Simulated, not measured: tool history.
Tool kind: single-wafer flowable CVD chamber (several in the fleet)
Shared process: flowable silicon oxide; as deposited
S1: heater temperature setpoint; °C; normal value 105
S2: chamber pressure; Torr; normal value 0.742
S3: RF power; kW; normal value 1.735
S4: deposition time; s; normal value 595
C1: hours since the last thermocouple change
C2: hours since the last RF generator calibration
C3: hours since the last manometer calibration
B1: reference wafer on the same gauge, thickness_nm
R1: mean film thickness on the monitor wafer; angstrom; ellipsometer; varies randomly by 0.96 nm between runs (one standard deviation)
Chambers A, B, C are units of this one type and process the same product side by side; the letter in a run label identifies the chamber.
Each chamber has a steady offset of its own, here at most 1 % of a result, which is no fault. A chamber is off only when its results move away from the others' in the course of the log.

run,hour,S1,S2,S3,S4,C1,C2,C3,B1,R1
1B,5.7,105,0.742,1.735,595,114.2,64.7,708.1,220.94,2703.1
2C,12.1,105,0.742,1.735,595,1462.3,1325.4,1116.7,220.96,2666.3
3A,17.1,105,0.742,1.735,595,1182.7,83.4,2226.5,221.1,2663.1
4C,20.4,105,0.742,1.735,595,1470.6,1333.7,1125,220.85,2650.3
5A,24.5,105,0.742,1.735,595,1190.1,90.8,2233.9,221.08,2659.4
6B,29.9,105,0.742,1.735,595,138.4,88.9,732.3,221.05,2681.6
7B,36,105,0.742,1.735,595,144.5,95,738.4,220.83,2713.3
8A,42.5,105,0.742,1.735,595,1208.1,108.8,2251.9,220.85,2679.5
9C,48.4,105,0.742,1.735,595,1498.6,1361.7,1153,221.14,2652.3
10A,53.4,114,0.742,1.735,595,1219,119.7,2262.8,220.99,2004.8
11B,59.5,114,0.742,1.735,595,168,118.5,761.9,221.26,2022.6
12C,62.9,114,0.742,1.735,595,1513.1,1376.2,1167.5,221.14,1982.7
13B,70.5,105,0.742,1.845,595,179,129.5,772.9,220.95,2771.8
14C,77.2,105,0.742,1.845,595,1527.4,1390.5,1181.8,221.11,2695.8
15A,81.8,105,0.742,1.845,595,1247.4,148.1,2291.2,221.16,2734.9
16C,88.8,105,0.742,1.735,595,1539,1402.1,1193.4,220.94,2656.7
17B,93.1,105,0.742,1.735,595,201.6,152.1,795.5,221.14,2733.2
18A,100,105,0.742,1.735,595,1265.6,166.3,2309.4,220.84,2676.2
19C,103.5,105,0.742,1.735,595,1553.7,1416.8,1208.1,221.03,2653.3
20B,110.9,105,0.742,1.735,595,219.4,169.9,813.3,221.25,2752.4
21A,117.9,105,0.742,1.735,595,1283.5,184.2,2327.3,221.04,2682.4
22C,124.4,105,0.742,1.735,595,1574.6,1437.7,1229,220.98,2652.4
23A,127.9,105,0.742,1.735,595,1293.5,194.2,2337.3,221.03,2668.4
24B,132.7,105,0.742,1.735,595,241.2,191.7,835.1,220.89,2753
25A,137.8,105,0.742,1.735,595,1303.4,204.1,2347.2,221.08,2666
26B,141.8,105,0.742,1.735,595,250.3,200.8,844.2,220.97,2762.9
27C,148.2,105,0.742,1.735,595,1598.4,1461.5,1252.8,221.04,2640.5

Next, all 3 chambers run the settings below, one line each with question marks for the results. What does each chamber give?
28A,153.6,105,0.742,1.855,595,,,,,?
28B,153.6,105,0.742,1.855,595,,,,,?
28C,153.6,105,0.742,1.855,595,,,,,?

run,R1
28A,2731.4
28B,2827.9
28C,2703.9

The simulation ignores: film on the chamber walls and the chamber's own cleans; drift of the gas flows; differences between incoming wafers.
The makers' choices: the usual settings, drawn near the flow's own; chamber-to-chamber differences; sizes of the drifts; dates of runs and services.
